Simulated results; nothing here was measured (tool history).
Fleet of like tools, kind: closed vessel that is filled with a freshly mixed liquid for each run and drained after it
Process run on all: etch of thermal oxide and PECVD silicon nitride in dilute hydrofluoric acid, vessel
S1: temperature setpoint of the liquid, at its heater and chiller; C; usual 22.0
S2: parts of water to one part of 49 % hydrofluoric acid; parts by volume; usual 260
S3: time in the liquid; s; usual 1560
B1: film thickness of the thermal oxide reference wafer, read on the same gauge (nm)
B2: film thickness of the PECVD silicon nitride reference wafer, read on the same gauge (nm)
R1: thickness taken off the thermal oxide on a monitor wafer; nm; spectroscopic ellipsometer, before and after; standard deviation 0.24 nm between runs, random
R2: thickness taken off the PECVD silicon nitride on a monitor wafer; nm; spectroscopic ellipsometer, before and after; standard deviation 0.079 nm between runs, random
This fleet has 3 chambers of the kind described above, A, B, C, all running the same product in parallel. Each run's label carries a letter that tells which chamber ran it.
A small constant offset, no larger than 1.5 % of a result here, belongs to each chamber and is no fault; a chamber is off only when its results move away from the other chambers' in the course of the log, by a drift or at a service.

run   hour    S1   S2    S3      B1      B2      R1       R2
 1B    6.2  22.0  260  1560  119.99  120.00  23.317   9.1342
 2A   16.8  22.0  260  1560  120.03  119.98  23.125   9.2019
 3C   23.9  22.0  260  1560  120.01  120.03  23.595   9.1751
 4A   33.5  22.0  260  1560  120.00  120.03  23.782   9.0175
 5C   39.9  22.0  260  1560  120.01  120.03  23.361   9.2768
 6B   51.0  22.0  260  1560  120.03  119.99  23.177   9.1682
 7A   60.1  22.0  260  1560  119.98  120.02  23.406   9.1847
 8B   68.7  22.0  260  1560  120.02  120.02  23.162   9.2235
 9C   76.2  22.0  260  1560  119.97  119.99  23.505   9.2853
10C   84.3  22.0  260  1560  120.00  119.99  23.571   9.1380
11B   89.9  22.0  260  1560  119.96  120.04  23.048   9.1877
12A  100.7  22.0  260  1560  120.01  120.01  23.668   9.1608
13C  112.9  22.0  260  1560  119.99  119.97  24.008   9.2538
14A  123.6  22.0  260  1560  120.00  120.04  23.645   9.1237
15B  131.7  22.0  260  1560  119.98  120.02  22.887   9.0905
16C  143.8  22.0  260  1560  120.02  119.99  23.780   9.1949
17A  153.9  22.0  260  1560  119.99  119.98  23.500   9.0816
18B  165.8  22.0  260  1560  120.02  120.02  23.487   9.2520
19A  172.3  22.0  260  1560  119.98  120.02  23.357   9.1079
20C  183.2  22.0  260  1560  120.03  119.95  23.055   9.0662
21B  192.8  18.5  215  1560  119.98  120.00  26.000   8.7113
22C  199.1  18.5  215  1560  120.00  120.04  25.733   8.7797
23A  209.6  18.5  215  1560  120.01  119.98  25.978   8.6322
24B  221.3  22.0  260  1560  120.01  119.99  23.115   9.0871
25A  229.6  22.0  260  1560  120.01  119.98  23.438   9.0869
26C  237.0  22.0  325  1560  119.99  120.02  17.282   7.2846
27B  243.2  22.0  325  1560  120.01  119.99  17.350   7.3122
     248.4  -- chamber A: hydrofluoric acid flow meter replaced
28B  253.1  22.0  325  1560  120.01  120.02  17.638   7.2322
29A  265.6  22.0  260  1560  120.01  119.98  23.341   9.0731
30C  276.1  22.0  260  1560  119.97  119.99  22.491   8.8680
31B  287.3  22.0  330  1560  119.98  120.00  17.295   7.2238
32C  299.2  22.0  330  1560  120.00  120.01  16.671   7.0190
33A  307.9  22.0  330  1560  120.01  120.01  17.499   7.2070
34C  315.6  22.0  260  1560  119.98  120.02  22.192   8.8060
35A  322.1  22.0  260  1560  119.97  120.00  23.154   9.1243
36B  330.9  18.5  260  2310  120.01  120.00  30.516  10.7760
37B  338.0  18.5  260  2310  120.00  120.01  30.287  10.8800

The same settings go to every chamber for the next run, one line per chamber below. Forecast the results for each:
38A  347.3  22.0  260  1560           ?   ?
38B  347.3  22.0  260  1560           ?   ?
38C  347.3  22.0  260  1560           ?   ?

run      R1      R2
38A  23.014  9.0274
38B  23.243  9.1192
38C  21.889  8.7971
